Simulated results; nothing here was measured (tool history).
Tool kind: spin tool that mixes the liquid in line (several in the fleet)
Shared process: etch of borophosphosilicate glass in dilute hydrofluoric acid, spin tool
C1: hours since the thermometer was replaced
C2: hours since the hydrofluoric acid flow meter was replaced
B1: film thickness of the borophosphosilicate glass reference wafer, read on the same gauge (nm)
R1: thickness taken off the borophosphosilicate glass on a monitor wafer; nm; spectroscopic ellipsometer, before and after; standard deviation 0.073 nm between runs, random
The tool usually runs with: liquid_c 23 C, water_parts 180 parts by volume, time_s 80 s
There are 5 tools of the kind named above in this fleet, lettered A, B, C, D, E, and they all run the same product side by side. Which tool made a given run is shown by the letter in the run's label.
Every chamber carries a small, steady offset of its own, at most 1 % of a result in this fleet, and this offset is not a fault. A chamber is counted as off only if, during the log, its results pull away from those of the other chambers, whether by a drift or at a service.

run 1D hour=8.1 | liquid_c=23 water_parts=180 time_s=80 | C1=1497.1 C2=835.3 | B1=119.99 | R1=10.182
run 2B hour=18.7 | liquid_c=23 water_parts=180 time_s=80 | C1=694.5 C2=544.5 | B1=120.01 | R1=10.086
run 3E hour=27.7 | liquid_c=23 water_parts=180 time_s=80 | C1=1301.9 C2=440.3 | B1=119.99 | R1=10.202
run 4A hour=36.3 | liquid_c=23 water_parts=180 time_s=80 | C1=2014.1 C2=377.2 | B1=120.05 | R1=10.16
run 5C hour=51.2 | liquid_c=23 water_parts=180 time_s=80 | C1=163.8 C2=761 | B1=120.02 | R1=10.085
run 6A hour=66.7 | liquid_c=23 water_parts=180 time_s=80 | C1=2044.5 C2=407.6 | B1=119.99 | R1=10.117
run 7E hour=78.7 | liquid_c=18.5 water_parts=180 time_s=50 | C1=1352.9 C2=491.3 | B1=119.98 | R1=5.2568
run 8D hour=87.9 | liquid_c=18.5 water_parts=180 time_s=50 | C1=1576.9 C2=915.1 | B1=119.98 | R1=5.2926
run 9B hour=96.8 | liquid_c=18.5 water_parts=180 time_s=50 | C1=772.6 C2=622.6 | B1=119.99 | R1=5.4025
run 10C hour=106.3 | liquid_c=18.5 water_parts=180 time_s=50 | C1=218.9 C2=816.1 | B1=119.97 | R1=5.2354
run 11B hour=121.5 | liquid_c=18.5 water_parts=180 time_s=50 | C1=797.3 C2=647.3 | B1=120.01 | R1=5.4549
run 12E hour=134.2 | liquid_c=23 water_parts=180 time_s=80 | C1=1408.4 C2=546.8 | B1=120 | R1=10.093
-- hour=143.1 chamber C: hydrofluoric acid flow meter replaced
run 13D hour=148.4 | liquid_c=23 water_parts=180 time_s=80 | C1=1637.4 C2=975.6 | B1=120.01 | R1=10.198
run 14A hour=164 | liquid_c=23 water_parts=180 time_s=80 | C1=2141.8 C2=504.9 | B1=119.99 | R1=10.142
run 15C hour=175.7 | liquid_c=23 water_parts=180 time_s=50 | C1=288.3 C2=32.7 | B1=119.98 | R1=6.1887
run 16D hour=187.1 | liquid_c=23 water_parts=180 time_s=50 | C1=1676.1 C2=1014.3 | B1=120.01 | R1=6.4109
run 17C hour=200.9 | liquid_c=23 water_parts=180 time_s=50 | C1=313.5 C2=57.9 | B1=120.03 | R1=6.2414
run 18E hour=214.6 | liquid_c=23 water_parts=180 time_s=50 | C1=1488.8 C2=627.2 | B1=120.02 | R1=6.4499
-- hour=219.7 chamber B: hydrofluoric acid flow meter replaced
run 19A hour=226.4 | liquid_c=23 water_parts=180 time_s=50 | C1=2204.2 C2=567.3 | B1=119.99 | R1=6.2123
run 20B hour=234.2 | liquid_c=23 water_parts=180 time_s=80 | C1=910 C2=14.5 | B1=120 | R1=10.284
run 21A hour=243.9 | liquid_c=23 water_parts=265 time_s=95 | C1=2221.7 C2=584.8 | B1=120.02 | R1=7.5262
run 22E hour=254.1 | liquid_c=23 water_parts=265 time_s=95 | C1=1528.3 C2=666.7 | B1=119.99 | R1=7.739
run 23C hour=268.3 | liquid_c=23 water_parts=265 time_s=95 | C1=380.9 C2=125.3 | B1=119.99 | R1=7.4687
run 24B hour=284.4 | liquid_c=23 water_parts=265 time_s=95 | C1=960.2 C2=64.7 | B1=119.99 | R1=7.5287
run 25D hour=296.8 | liquid_c=23 water_parts=265 time_s=95 | C1=1785.8 C2=1124 | B1=120.02 | R1=7.4063
-- hour=301.3 chamber E: hydrofluoric acid flow meter replaced
run 26A hour=308 | liquid_c=23 water_parts=180 time_s=80 | C1=2285.8 C2=648.9 | B1=120.01 | R1=10.126
run 27E hour=319.7 | liquid_c=23 water_parts=180 time_s=80 | C1=1593.9 C2=18.4 | B1=119.98 | R1=10.482
run 28B hour=333.1 | liquid_c=26.5 water_parts=180 time_s=80 | C1=1008.9 C2=113.4 | B1=120.01 | R1=11.53
run 29C hour=340.1 | liquid_c=26.5 water_parts=180 time_s=80 | C1=452.7 C2=197.1 | B1=119.96 | R1=11.332
run 30D hour=355.6 | liquid_c=26.5 water_parts=180 time_s=80 | C1=1844.6 C2=1182.8 | B1=119.99 | R1=11.546
-- hour=360.3 chamber C: thermometer replaced
run 31A hour=366.1 | liquid_c=26.5 water_parts=180 time_s=80 | C1=2343.9 C2=707 | B1=119.99 | R1=11.469
run 32D hour=376.7 | liquid_c=26.5 water_parts=180 time_s=80 | C1=1865.7 C2=1203.9 | B1=119.99 | R1=11.524
-- hour=379.1 chamber A: hydrofluoric acid flow meter replaced
run 33E hour=386.2 | liquid_c=19.5 water_parts=180 time_s=80 | C1=1660.4 C2=84.9 | B1=120.01 | R1=9.466
run 34C hour=398.3 | liquid_c=19.5 water_parts=180 time_s=80 | C1=38 C2=255.3 | B1=119.99 | R1=8.8487
run 35B hour=406.5 | liquid_c=19.5 water_parts=180 time_s=80 | C1=1082.3 C2=186.8 | B1=120.03 | R1=8.8429
run 36C hour=420.7 | liquid_c=19.5 water_parts=180 time_s=80 | C1=60.4 C2=277.7 | B1=119.99 | R1=8.8089
run 37A hour=434.5 | liquid_c=19.5 water_parts=180 time_s=80 | C1=2412.3 C2=55.4 | B1=120 | R1=8.9306
run 38D hour=448.2 | liquid_c=23 water_parts=180 time_s=80 | C1=1937.2 C2=1275.4 | B1=120.02 | R1=10.051
run 39E hour=460 | liquid_c=23 water_parts=180 time_s=80 | C1=1734.2 C2=158.7 | B1=120 | R1=10.991
run 40B hour=469.2 | liquid_c=23 water_parts=180 time_s=80 | C1=1145 C2=249.5 | B1=120.01 | R1=10.147
run 41B hour=478.2 | liquid_c=23 water_parts=250 time_s=40 | C1=1154 C2=258.5 | B1=119.99 | R1=3.401

Has any chamber moved away from the others, gradually or after a service, or does the common gauge drift, or do the chambers differ only by their own small steady offsets? State the chamber and the most likely cause if one applies.

Little by little, chamber E moves away from the other chambers.
Most likely cause: liquid hotter than its thermometer reads (K) = 2.6.

Chamber E could run next with any of the 4 candidate recipes listed below; each alters the usual settings, and their results appear as question marks. Which one brings its results back in line with what the other chambers deliver on the usual settings?
In-line tolerance around the mean of the other chambers on the usual settings: R1 0.26 nm
run 42E-1 hour=489.8 | liquid_c=23 water_parts=175 time_s=85 | R1=?
run 42E-2 hour=489.8 | liquid_c=23 water_parts=195 time_s=80 | R1=?
run 42E-3 hour=489.8 | liquid_c=24.5 water_parts=180 time_s=80 | R1=?
run 42E-4 hour=489.8 | liquid_c=21.5 water_parts=180 time_s=80 | R1=?

What the other chambers average on the usual settings: R1 10.141 nm
run=42E-1 R1=12.198
run=42E-2 R1=10.059
run=42E-3 R1=11.71
run=42E-4 R1=10.497
42E-2 is the one that brings the chamber's results back in line with the other chambers.
